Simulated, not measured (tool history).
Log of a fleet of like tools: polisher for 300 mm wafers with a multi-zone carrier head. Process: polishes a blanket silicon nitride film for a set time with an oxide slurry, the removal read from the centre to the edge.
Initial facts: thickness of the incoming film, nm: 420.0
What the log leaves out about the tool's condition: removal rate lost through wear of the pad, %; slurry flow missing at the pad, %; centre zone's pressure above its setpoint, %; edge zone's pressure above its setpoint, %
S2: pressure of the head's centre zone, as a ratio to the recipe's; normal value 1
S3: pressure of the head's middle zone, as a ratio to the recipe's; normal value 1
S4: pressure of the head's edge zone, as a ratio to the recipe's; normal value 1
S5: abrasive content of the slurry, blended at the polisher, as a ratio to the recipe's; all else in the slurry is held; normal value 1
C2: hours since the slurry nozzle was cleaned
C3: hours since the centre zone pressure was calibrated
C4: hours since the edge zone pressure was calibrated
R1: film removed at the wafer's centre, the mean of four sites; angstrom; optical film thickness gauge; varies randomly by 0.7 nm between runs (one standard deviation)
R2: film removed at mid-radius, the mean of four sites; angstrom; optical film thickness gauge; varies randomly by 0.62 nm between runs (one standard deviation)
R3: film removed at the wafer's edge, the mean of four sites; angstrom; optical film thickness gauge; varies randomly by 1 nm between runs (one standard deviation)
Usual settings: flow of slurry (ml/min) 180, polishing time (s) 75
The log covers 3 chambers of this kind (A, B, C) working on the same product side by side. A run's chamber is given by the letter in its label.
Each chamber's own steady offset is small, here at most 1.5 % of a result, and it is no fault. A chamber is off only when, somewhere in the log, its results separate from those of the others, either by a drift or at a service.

{"run": "1C", "hour": 7.7, "flow of slurry (ml/min)": 180, "S2": 1, "S3": 1, "S4": 1, "S5": 1, "polishing time (s)": 75, "wafers polished on this pad": 388, "C2": 156.6, "C3": 457.3, "C4": 117.2, "R1": 708.34, "R2": 721.18, "R3": 722.09}
{"run": "2A", "hour": 15.5, "flow of slurry (ml/min)": 180, "S2": 1, "S3": 1, "S4": 1, "S5": 1, "polishing time (s)": 75, "wafers polished on this pad": 168, "C2": 189.5, "C3": 389.4, "C4": 517.2, "R1": 692.29, "R2": 720.18, "R3": 714.55}
{"run": "3B", "hour": 22.6, "flow of slurry (ml/min)": 180, "S2": 1, "S3": 1, "S4": 1, "S5": 1, "polishing time (s)": 75, "wafers polished on this pad": 382, "C2": 106.1, "C3": 247.9, "C4": 32.6, "R1": 711.75, "R2": 718.83, "R3": 709.27}
{"run": "4C", "hour": 30.2, "flow of slurry (ml/min)": 180, "S2": 1, "S3": 1, "S4": 1, "S5": 1, "polishing time (s)": 75, "wafers polished on this pad": 510, "C2": 179.1, "C3": 479.8, "C4": 139.7, "R1": 718.83, "R2": 705.14, "R3": 709.25}
{"run": "5A", "hour": 38.6, "flow of slurry (ml/min)": 180, "S2": 1, "S3": 1, "S4": 1, "S5": 1, "polishing time (s)": 75, "wafers polished on this pad": 294, "C2": 212.6, "C3": 412.5, "C4": 540.3, "R1": 707.94, "R2": 708.3, "R3": 712.71}
{"run": "6B", "hour": 45.4, "flow of slurry (ml/min)": 180, "S2": 1, "S3": 1, "S4": 1, "S5": 1, "polishing time (s)": 98, "wafers polished on this pad": 506, "C2": 128.9, "C3": 270.7, "C4": 55.4, "R1": 945.24, "R2": 936.54, "R3": 956.8}
{"run": "7B", "hour": 53.8, "flow of slurry (ml/min)": 180, "S2": 1, "S3": 1, "S4": 1, "S5": 1, "polishing time (s)": 98, "wafers polished on this pad": 551, "C2": 137.3, "C3": 279.1, "C4": 63.8, "R1": 926.85, "R2": 927.39, "R3": 930.14}
{"hour": 66.5, "done": "chamber C: worn pad replaced by a new one"}
{"run": "8A", "hour": 66.6, "flow of slurry (ml/min)": 180, "S2": 1, "S3": 1, "S4": 1, "S5": 1, "polishing time (s)": 98, "wafers polished on this pad": 446, "C2": 240.6, "C3": 440.5, "C4": 568.3, "R1": 924.18, "R2": 956.25, "R3": 939.19}
{"hour": 67.9, "done": "chamber A: centre zone pressure recalibrated"}
{"run": "9C", "hour": 73.3, "flow of slurry (ml/min)": 180, "S2": 1, "S3": 1, "S4": 1, "S5": 1, "polishing time (s)": 75, "wafers polished on this pad": 37, "C2": 222.2, "C3": 522.9, "C4": 182.8, "R1": 710.88, "R2": 717.49, "R3": 724.36}
{"run": "10B", "hour": 85.8, "flow of slurry (ml/min)": 135, "S2": 1.1, "S3": 1, "S4": 1, "S5": 1, "polishing time (s)": 75, "wafers polished on this pad": 725, "C2": 169.3, "C3": 311.1, "C4": 95.8, "R1": 742.51, "R2": 667.96, "R3": 692.61}
{"hour": 89.7, "done": "chamber C: slurry nozzle cleaned"}
{"run": "11C", "hour": 95.5, "flow of slurry (ml/min)": 135, "S2": 1.1, "S3": 1, "S4": 1, "S5": 1, "polishing time (s)": 75, "wafers polished on this pad": 157, "C2": 5.9, "C3": 545.1, "C4": 205, "R1": 751.5, "R2": 695.43, "R3": 678}
{"hour": 98.5, "done": "chamber B: centre zone pressure recalibrated"}
{"run": "12A", "hour": 105.6, "flow of slurry (ml/min)": 135, "S2": 1.1, "S3": 1, "S4": 1, "S5": 1, "polishing time (s)": 75, "wafers polished on this pad": 658, "C2": 279.6, "C3": 37.8, "C4": 607.3, "R1": 725.34, "R2": 686.12, "R3": 681.21}
{"run": "13A", "hour": 114.1, "flow of slurry (ml/min)": 180, "S2": 1, "S3": 1, "S4": 1, "S5": 1, "polishing time (s)": 75, "wafers polished on this pad": 704, "C2": 288.1, "C3": 46.3, "C4": 615.8, "R1": 705.35, "R2": 722.6, "R3": 712.89}
{"hour": 115.2, "done": "chamber B: worn pad replaced by a new one"}
{"run": "14C", "hour": 121.1, "flow of slurry (ml/min)": 180, "S2": 1, "S3": 1, "S4": 1, "S5": 1, "polishing time (s)": 75, "wafers polished on this pad": 296, "C2": 31.5, "C3": 570.7, "C4": 230.6, "R1": 707.62, "R2": 714.85, "R3": 718.64}
{"hour": 130.9, "done": "chamber A: worn pad replaced by a new one"}
{"run": "15B", "hour": 132.5, "flow of slurry (ml/min)": 180, "S2": 1, "S3": 0.91, "S4": 1, "S5": 1, "polishing time (s)": 75, "wafers polished on this pad": 94, "C2": 216, "C3": 34.1, "C4": 142.5, "R1": 694.36, "R2": 654.04, "R3": 711.73}
{"run": "16A", "hour": 139.3, "flow of slurry (ml/min)": 180, "S2": 1, "S3": 0.91, "S4": 1, "S5": 1, "polishing time (s)": 75, "wafers polished on this pad": 45, "C2": 313.3, "C3": 71.5, "C4": 641, "R1": 700.19, "R2": 664.92, "R3": 709.35}
{"run": "17C", "hour": 145.2, "flow of slurry (ml/min)": 180, "S2": 1, "S3": 0.91, "S4": 1, "S5": 1, "polishing time (s)": 75, "wafers polished on this pad": 427, "C2": 55.6, "C3": 594.8, "C4": 254.7, "R1": 703.66, "R2": 658.75, "R3": 714.18}
{"run": "18B", "hour": 158.6, "flow of slurry (ml/min)": 180, "S2": 1, "S3": 1, "S4": 1, "S5": 1, "polishing time (s)": 75, "wafers polished on this pad": 236, "C2": 242.1, "C3": 60.2, "C4": 168.6, "R1": 692.27, "R2": 696.3, "R3": 690.54}
{"hour": 162.8, "done": "chamber A: slurry nozzle cleaned"}
{"run": "19A", "hour": 170.8, "flow of slurry (ml/min)": 130, "S2": 1, "S3": 1, "S4": 0.91, "S5": 1, "polishing time (s)": 75, "wafers polished on this pad": 217, "C2": 8, "C3": 103, "C4": 672.5, "R1": 661.52, "R2": 679.99, "R3": 649.72}
{"run": "20C", "hour": 177.5, "flow of slurry (ml/min)": 130, "S2": 1, "S3": 1, "S4": 0.91, "S5": 1, "polishing time (s)": 75, "wafers polished on this pad": 603, "C2": 87.9, "C3": 627.1, "C4": 287, "R1": 655.45, "R2": 679, "R3": 646.67}
{"hour": 187.9, "done": "chamber C: edge zone pressure recalibrated"}
{"run": "21B", "hour": 187.9, "flow of slurry (ml/min)": 130, "S2": 1, "S3": 1, "S4": 0.91, "S5": 1, "polishing time (s)": 75, "wafers polished on this pad": 395, "C2": 271.4, "C3": 89.5, "C4": 197.9, "R1": 624.69, "R2": 643.5, "R3": 614.19}
{"run": "22C", "hour": 195.3, "flow of slurry (ml/min)": 180, "S2": 1, "S3": 1, "S4": 1, "S5": 1, "polishing time (s)": 75, "wafers polished on this pad": 700, "C2": 105.7, "C3": 644.9, "C4": 7.4, "R1": 710.28, "R2": 709.92, "R3": 722.67}
{"run": "23B", "hour": 205.7, "flow of slurry (ml/min)": 180, "S2": 1, "S3": 1, "S4": 1, "S5": 1, "polishing time (s)": 75, "wafers polished on this pad": 492, "C2": 289.2, "C3": 107.3, "C4": 215.7, "R1": 684.89, "R2": 687.59, "R3": 709.07}
{"hour": 208.6, "done": "chamber C: worn pad replaced by a new one"}
{"run": "24A", "hour": 217.0, "flow of slurry (ml/min)": 180, "S2": 1, "S3": 1, "S4": 1, "S5": 1, "polishing time (s)": 75, "wafers polished on this pad": 468, "C2": 54.2, "C3": 149.2, "C4": 718.7, "R1": 704.51, "R2": 718.9, "R3": 729.47}
{"run": "25C", "hour": 229.1, "flow of slurry (ml/min)": 180, "S2": 1, "S3": 1, "S4": 1, "S5": 1, "polishing time (s)": 75, "wafers polished on this pad": 111, "C2": 139.5, "C3": 678.7, "C4": 41.2, "R1": 712.48, "R2": 725.61, "R3": 734.72}
{"run": "26A", "hour": 239.1, "flow of slurry (ml/min)": 180, "S2": 1, "S3": 1, "S4": 1, "S5": 1, "polishing time (s)": 75, "wafers polished on this pad": 588, "C2": 76.3, "C3": 171.3, "C4": 740.8, "R1": 700.08, "R2": 735.97, "R3": 717.99}
{"run": "27B", "hour": 246.3, "flow of slurry (ml/min)": 180, "S2": 1, "S3": 1, "S4": 1, "S5": 1, "polishing time (s)": 75, "wafers polished on this pad": 712, "C2": 329.8, "C3": 147.9, "C4": 256.3, "R1": 675.14, "R2": 683.96, "R3": 684.68}
{"run": "28A", "hour": 258.4, "flow of slurry (ml/min)": 180, "S2": 1, "S3": 1, "S4": 1, "S5": 1, "polishing time (s)": 75, "wafers polished on this pad": 693, "C2": 95.6, "C3": 190.6, "C4": 760.1, "R1": 709.66, "R2": 732.39, "R3": 732.74}
{"run": "29B", "hour": 266.4, "flow of slurry (ml/min)": 180, "S2": 1.05, "S3": 1, "S4": 1, "S5": 1, "polishing time (s)": 65, "wafers polished on this pad": 821, "C2": 349.9, "C3": 168, "C4": 276.4, "R1": 621.86, "R2": 583.23, "R3": 603.02}

Predict what each chamber gives when all 3 of them run the settings below next.
{"run": "30A", "hour": 276.2, "flow of slurry (ml/min)": 180, "S2": 1, "S3": 1, "S4": 1, "S5": 1, "polishing time (s)": 75, "R1": "?", "R2": "?", "R3": "?"}
{"run": "30B", "hour": 276.2, "flow of slurry (ml/min)": 180, "S2": 1, "S3": 1, "S4": 1, "S5": 1, "polishing time (s)": 75, "R1": "?", "R2": "?", "R3": "?"}
{"run": "30C", "hour": 276.2, "flow of slurry (ml/min)": 180, "S2": 1, "S3": 1, "S4": 1, "S5": 1, "polishing time (s)": 75, "R1": "?", "R2": "?", "R3": "?"}

run=30A R1=714.55 R2=724.88 R3=731.46
run=30B R1=669.75 R2=664.63 R3=688.4
run=30C R1=700.55 R2=720.75 R3=706.69
